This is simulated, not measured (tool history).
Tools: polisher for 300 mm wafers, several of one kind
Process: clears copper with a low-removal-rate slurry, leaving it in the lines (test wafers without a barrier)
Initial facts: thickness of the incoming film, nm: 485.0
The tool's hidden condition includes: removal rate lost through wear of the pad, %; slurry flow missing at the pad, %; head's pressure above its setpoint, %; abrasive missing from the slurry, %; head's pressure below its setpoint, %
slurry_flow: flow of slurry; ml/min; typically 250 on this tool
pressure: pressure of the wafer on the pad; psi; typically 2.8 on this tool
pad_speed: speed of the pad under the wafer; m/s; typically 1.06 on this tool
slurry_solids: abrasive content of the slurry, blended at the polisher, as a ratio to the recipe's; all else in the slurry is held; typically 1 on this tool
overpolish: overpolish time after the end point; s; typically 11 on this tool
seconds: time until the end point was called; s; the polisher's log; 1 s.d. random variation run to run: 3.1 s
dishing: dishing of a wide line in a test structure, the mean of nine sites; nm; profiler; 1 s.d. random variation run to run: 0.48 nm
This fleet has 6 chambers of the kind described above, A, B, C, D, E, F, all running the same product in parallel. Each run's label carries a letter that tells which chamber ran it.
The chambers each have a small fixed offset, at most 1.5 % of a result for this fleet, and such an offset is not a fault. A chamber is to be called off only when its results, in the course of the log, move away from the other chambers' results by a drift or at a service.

run,day,slurry_flow,pressure,pad_speed,slurry_solids,overpolish,wafers polished on this pad,hours since the slurry nozzle was cleaned,hours since the head pressure was calibrated,hours since the slurry blender was calibrated,seconds,dishing
# day 0.2: chamber A: worn pad replaced by a new one
# day 0.317: chamber B: worn pad replaced by a new one
1E,0.508,250,2.8,1.06,1,11,534,135,369.6,52.1,170.31,21.057
# day 0.75: chamber B: head pressure recalibrated
2A,0.75,250,2.8,1.06,1,11,93,421,900.8,308.5,164.81,21.488
# day 0.846: chamber C: slurry blender recalibrated
3C,1.162,250,2.8,1.06,1,11,243,247.8,586.7,7.7,165.5,21.92
4F,1.438,250,2.8,1.06,1,11,311,346.1,188.1,87.3,170.69,21.67
# day 1.633: chamber C: head pressure recalibrated
5B,1.725,250,1.9,0.9,1,11,239,338.7,23.4,135.1,286.05,13.389
6D,2.204,250,1.9,0.9,1,11,973,106.9,409.7,344,292.16,13.598
7D,2.612,250,1.9,0.9,1,11,1042,116.7,419.5,353.8,299.55,13.385
# day 2.671: chamber A: slurry blender recalibrated
# day 2.95: chamber E: worn pad replaced by a new one
8E,3.133,250,1.9,0.9,1,11,31,198,432.6,115.1,284.2,12.935
# day 3.417: chamber C: worn pad replaced by a new one
9B,3.638,250,1.9,0.9,1,11,563,384.6,69.3,181,282.12,13.096
# day 3.779: chamber B: worn pad replaced by a new one
# day 3.921: chamber D: worn pad replaced by a new one
# day 3.975: chamber E: slurry nozzle cleaned
10F,4.021,250,1.9,0.9,1,11,749,408.1,250.1,149.3,295.6,13.097
11C,4.325,250,2.8,1.06,1,11,154,323.7,64.7,83.6,164.37,21.616
# day 4.458: chamber D: head pressure recalibrated
12A,4.612,250,2.8,1.06,1,11,748,513.7,993.5,46.7,175.37,22.203
13B,4.908,250,2.8,1.06,1,11,191,415.1,99.8,211.5,170.89,21.493
14F,5.179,250,2.8,1.06,1,11,945,435.9,277.9,177.1,170.36,20.951
15C,5.538,250,2.8,1.06,1,11,359,352.8,93.8,112.7,167.11,21.982
16D,5.933,250,2.8,1.06,1,11,341,196.4,35.4,433.5,163.02,22.867
17E,6.388,250,2.8,1.06,1,11,583,57.9,510.7,193.2,172.8,20.753
# day 6.592: chamber C: worn pad replaced by a new one
# day 6.929: chamber A: worn pad replaced by a new one
18A,6.946,250,2.8,1.06,1,11,3,569.7,1049.5,102.7,170.37,21.711
# day 7.079: chamber C: slurry blender recalibrated
19E,7.217,250,2.8,1.06,1,11,723,77.8,530.6,213.1,178.4,20.786
# day 7.254: chamber B: worn pad replaced by a new one
# day 7.571: chamber B: slurry nozzle cleaned
20B,7.733,250,2.8,1.06,1,17,81,4,167.6,279.3,168.7,30.925
# day 7.842: chamber D: slurry blender recalibrated
# day 7.883: chamber F: worn pad replaced by a new one
# day 8.025: chamber E: worn pad replaced by a new one
21F,8.1,250,2.8,1.06,1,17,36,506,348,247.2,173.23,30.869
# day 8.212: chamber A: slurry nozzle cleaned
22D,8.429,250,2.8,1.06,1,17,764,256.3,95.3,14.2,169.62,31.108
23A,8.892,250,2.8,1.06,1,17,333,16.4,1096.2,149.4,166.75,29.948
24C,9.325,250,2.8,1.06,1,17,463,443.7,184.7,54,161.18,31.046
# day 9.604: chamber C: worn pad replaced by a new one
25B,9.625,250,2.8,1.06,1,17,402,49.4,213,324.7,172.76,31.186
# day 9.883: chamber B: slurry blender recalibrated
# day 9.925: chamber E: slurry blender recalibrated
26F,10.062,250,2.8,1.06,1,11,369,553.1,395.1,294.3,168.72,21.265
# day 10.1: chamber B: worn pad replaced by a new one
27A,10.479,250,2.8,1.06,1,11,602,54.5,1134.3,187.5,172.62,21.465
28D,10.833,250,2.8,1.06,1,11,1171,314,153,71.9,165.45,21.976
# day 11.212: chamber D: worn pad replaced by a new one
29E,11.383,250,2.8,1.06,1,11,569,177.8,630.6,35,186.99,20.034
# day 11.9: chamber E: slurry nozzle cleaned
30C,11.929,250,2.8,0.9,1,11,394,506.2,247.2,116.5,191.61,18.859
31C,12.296,250,2.8,0.9,1,11,456,515,256,125.3,192.18,17.998
# day 12.529: chamber E: worn pad replaced by a new one
32E,12.779,250,2.8,0.9,1,11,42,21.1,664.1,68.5,210.77,17.873
# day 12.958: chamber C: worn pad replaced by a new one
# day 12.996: chamber C: slurry blender recalibrated
33F,13.142,250,2.8,0.9,1,11,891,627,469,368.2,193.92,18.705
# day 13.146: chamber B: worn pad replaced by a new one
# day 13.308: chamber F: head pressure recalibrated
34D,13.508,250,2.8,0.9,1,11,389,378.2,217.2,136.1,193.72,19.505
# day 13.542: chamber A: worn pad replaced by a new one
# day 13.558: chamber A: head pressure recalibrated
35A,13.862,250,2.8,0.9,1,11,54,135.7,7.3,268.7,198.18,19.605
# day 14.129: chamber F: slurry blender recalibrated
36B,14.146,250,3.1,1.06,1,11,169,157.9,321.5,102.3,154.53,23.656
37F,14.458,250,3.1,1.06,1,11,1114,658.6,27.7,7.9,159.8,23.698
38E,14.875,250,3.1,1.06,1,11,398,71.4,714.4,118.8,172.02,21.011
39D,15.204,250,3.1,1.06,1,11,676,418.9,257.9,176.8,150.62,23.242
40C,15.742,250,3.1,1.06,1,11,471,597.7,338.7,65.9,150.71,23.928

For the next run the whole fleet of 6 chambers uses the same settings. Give each chamber's results:
41A,16.138,250,2.8,0.9,1,11,,,,,?,?
41B,16.138,250,2.8,0.9,1,11,,,,,?,?
41C,16.138,250,2.8,0.9,1,11,,,,,?,?
41D,16.138,250,2.8,0.9,1,11,,,,,?,?
41E,16.138,250,2.8,0.9,1,11,,,,,?,?
41F,16.138,250,2.8,0.9,1,11,,,,,?,?

run,seconds,dishing
41A,193.2,18.559
41B,197.97,19.177
41C,194.2,19.574
41D,196.81,19.157
41E,232.19,16.236
41F,199.15,18.298

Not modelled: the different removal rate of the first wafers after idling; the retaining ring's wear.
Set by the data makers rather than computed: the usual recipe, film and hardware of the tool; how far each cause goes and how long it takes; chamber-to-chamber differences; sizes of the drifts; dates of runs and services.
